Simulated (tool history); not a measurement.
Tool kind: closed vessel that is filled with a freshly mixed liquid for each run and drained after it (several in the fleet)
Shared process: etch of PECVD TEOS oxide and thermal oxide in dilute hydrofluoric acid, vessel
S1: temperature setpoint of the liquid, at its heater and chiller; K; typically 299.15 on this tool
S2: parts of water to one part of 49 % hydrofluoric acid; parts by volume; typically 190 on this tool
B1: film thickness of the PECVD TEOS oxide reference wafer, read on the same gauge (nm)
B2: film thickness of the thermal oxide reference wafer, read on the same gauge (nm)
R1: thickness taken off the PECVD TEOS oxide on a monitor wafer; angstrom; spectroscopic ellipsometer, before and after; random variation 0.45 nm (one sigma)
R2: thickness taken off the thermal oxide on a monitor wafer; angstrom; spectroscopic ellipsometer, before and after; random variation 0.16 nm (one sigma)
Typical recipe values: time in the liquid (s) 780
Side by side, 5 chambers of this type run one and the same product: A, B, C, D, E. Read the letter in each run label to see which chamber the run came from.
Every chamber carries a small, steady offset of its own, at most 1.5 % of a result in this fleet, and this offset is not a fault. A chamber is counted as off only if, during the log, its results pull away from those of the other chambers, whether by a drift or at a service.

{"run": "1E", "hour": 7.3, "S1": 299.15, "S2": 190, "time in the liquid (s)": 780, "B1": 69.947, "B2": 120.02, "R1": 496.17, "R2": 193.19}
{"run": "2D", "hour": 13.4, "S1": 299.15, "S2": 190, "time in the liquid (s)": 780, "B1": 70.015, "B2": 119.99, "R1": 503.38, "R2": 192.47}
{"run": "3C", "hour": 18.4, "S1": 299.15, "S2": 190, "time in the liquid (s)": 780, "B1": 69.995, "B2": 119.97, "R1": 507.5, "R2": 195.88}
{"run": "4A", "hour": 22.1, "S1": 299.15, "S2": 190, "time in the liquid (s)": 780, "B1": 70.004, "B2": 120, "R1": 499.57, "R2": 193.44}
{"run": "5B", "hour": 27.9, "S1": 299.15, "S2": 190, "time in the liquid (s)": 780, "B1": 70.012, "B2": 119.98, "R1": 506.71, "R2": 191.89}
{"run": "6B", "hour": 34.9, "S1": 299.15, "S2": 190, "time in the liquid (s)": 780, "B1": 70.013, "B2": 120.01, "R1": 501.82, "R2": 190.61}
{"run": "7D", "hour": 42.7, "S1": 299.15, "S2": 190, "time in the liquid (s)": 780, "B1": 69.993, "B2": 120.01, "R1": 494.74, "R2": 192.42}
{"run": "8C", "hour": 46.6, "S1": 299.15, "S2": 190, "time in the liquid (s)": 780, "B1": 69.991, "B2": 120, "R1": 508.86, "R2": 193.94}
{"run": "9E", "hour": 52.6, "S1": 299.15, "S2": 190, "time in the liquid (s)": 780, "B1": 70.015, "B2": 120.03, "R1": 511.12, "R2": 196.01}
{"run": "10A", "hour": 58.0, "S1": 299.15, "S2": 190, "time in the liquid (s)": 780, "B1": 69.971, "B2": 120.02, "R1": 498.11, "R2": 192.03}
{"run": "11A", "hour": 63.4, "S1": 299.15, "S2": 190, "time in the liquid (s)": 780, "B1": 69.999, "B2": 119.99, "R1": 505.58, "R2": 192.7}
{"run": "12B", "hour": 68.5, "S1": 299.15, "S2": 190, "time in the liquid (s)": 780, "B1": 70.012, "B2": 120.02, "R1": 504.05, "R2": 193.97}
{"run": "13D", "hour": 75.9, "S1": 299.15, "S2": 190, "time in the liquid (s)": 780, "B1": 69.992, "B2": 120, "R1": 495.89, "R2": 193.42}
{"run": "14E", "hour": 81.2, "S1": 299.15, "S2": 190, "time in the liquid (s)": 780, "B1": 70.02, "B2": 119.98, "R1": 507.01, "R2": 193.82}
{"run": "15C", "hour": 85.2, "S1": 299.15, "S2": 190, "time in the liquid (s)": 780, "B1": 70.003, "B2": 120.02, "R1": 514.34, "R2": 196.51}
{"run": "16D", "hour": 88.9, "S1": 299.15, "S2": 190, "time in the liquid (s)": 780, "B1": 69.956, "B2": 119.99, "R1": 494.58, "R2": 191.88}
{"run": "17C", "hour": 93.0, "S1": 299.15, "S2": 190, "time in the liquid (s)": 780, "B1": 70.01, "B2": 120.01, "R1": 510.92, "R2": 192.88}
{"run": "18B", "hour": 100.3, "S1": 299.15, "S2": 190, "time in the liquid (s)": 780, "B1": 70.005, "B2": 120, "R1": 504.96, "R2": 191.21}
{"hour": 108.0, "done": "chamber C: hydrofluoric acid flow meter replaced"}
{"run": "19A", "hour": 108.2, "S1": 299.15, "S2": 190, "time in the liquid (s)": 780, "B1": 70.001, "B2": 120, "R1": 499.72, "R2": 192.14}
{"run": "20E", "hour": 113.9, "S1": 299.15, "S2": 190, "time in the liquid (s)": 780, "B1": 69.984, "B2": 119.98, "R1": 502.14, "R2": 193.59}
{"hour": 117.2, "done": "chamber E: thermometer replaced"}
{"run": "21E", "hour": 121.4, "S1": 299.15, "S2": 190, "time in the liquid (s)": 780, "B1": 69.963, "B2": 119.99, "R1": 510.14, "R2": 195.01}
{"hour": 122.9, "done": "chamber A: thermometer replaced"}
{"run": "22B", "hour": 127.2, "S1": 299.15, "S2": 190, "time in the liquid (s)": 780, "B1": 70.015, "B2": 120.02, "R1": 486, "R2": 185.72}
{"hour": 133.0, "done": "chamber D: hydrofluoric acid flow meter replaced"}
{"run": "23C", "hour": 134.6, "S1": 299.15, "S2": 190, "time in the liquid (s)": 780, "B1": 70.01, "B2": 119.99, "R1": 507.6, "R2": 193.25}
{"run": "24A", "hour": 142.0, "S1": 299.15, "S2": 190, "time in the liquid (s)": 780, "B1": 69.992, "B2": 119.98, "R1": 501.62, "R2": 193.11}
{"run": "25D", "hour": 147.6, "S1": 299.15, "S2": 190, "time in the liquid (s)": 780, "B1": 69.995, "B2": 119.97, "R1": 509.09, "R2": 192.39}
{"run": "26E", "hour": 154.2, "S1": 299.15, "S2": 190, "time in the liquid (s)": 780, "B1": 69.994, "B2": 120, "R1": 499.64, "R2": 192.72}
{"run": "27A", "hour": 162.4, "S1": 299.15, "S2": 190, "time in the liquid (s)": 780, "B1": 70.006, "B2": 120, "R1": 497.59, "R2": 192.16}
{"run": "28C", "hour": 166.6, "S1": 299.15, "S2": 190, "time in the liquid (s)": 780, "B1": 69.977, "B2": 120, "R1": 509.23, "R2": 195.99}
{"run": "29D", "hour": 171.7, "S1": 299.15, "S2": 190, "time in the liquid (s)": 780, "B1": 69.995, "B2": 120, "R1": 503.4, "R2": 193.42}
{"run": "30B", "hour": 176.7, "S1": 299.15, "S2": 190, "time in the liquid (s)": 780, "B1": 69.998, "B2": 120, "R1": 475.25, "R2": 183.53}
{"run": "31E", "hour": 183.7, "S1": 299.15, "S2": 145, "time in the liquid (s)": 780, "B1": 70.003, "B2": 120.01, "R1": 694.65, "R2": 270.49}
{"run": "32A", "hour": 191.1, "S1": 299.15, "S2": 145, "time in the liquid (s)": 780, "B1": 70.011, "B2": 119.99, "R1": 687.65, "R2": 265.74}

Is one chamber out of step, is the gauge drifting, or do the chambers differ by no more than their own small offsets? For an off chamber, give its letter and the likeliest cause.

One chamber, B, drifts off from the rest bit by bit.
What lies behind it: hydrofluoric acid flow below the setpoint (%) = 6.39.
It could be hard to tell apart here from: liquid colder than its thermometer reads (K).

Here are 4 candidates for chamber B's next run, each the usual settings with a change, their results left as question marks. Which one brings its results back in line with what the others give on the usual settings?
Counts as in line when no further than this from what the other chambers average on the usual settings: R1 16 angstrom; R2 5.7 angstrom
{"run": "33B-1", "hour": 196.9, "S1": 299.15, "S2": 205, "time in the liquid (s)": 720, "R1": "?", "R2": "?"}
{"run": "33B-2", "hour": 196.9, "S1": 299.15, "S2": 175, "time in the liquid (s)": 840, "R1": "?", "R2": "?"}
{"run": "33B-3", "hour": 196.9, "S1": 299.15, "S2": 185, "time in the liquid (s)": 810, "R1": "?", "R2": "?"}
{"run": "33B-4", "hour": 196.9, "S1": 299.15, "S2": 195, "time in the liquid (s)": 750, "R1": "?", "R2": "?"}

Mean of the other chambers on the usual settings: R1 504.38 angstrom; R2 193.9 angstrom
run=33B-1 R1=391.05 R2=149.43
run=33B-2 R1=554.16 R2=211.75
run=33B-3 R1=499.33 R2=190.8
run=33B-4 R1=433.37 R2=165.6
33B-3 puts the chamber back in line with the other chambers.
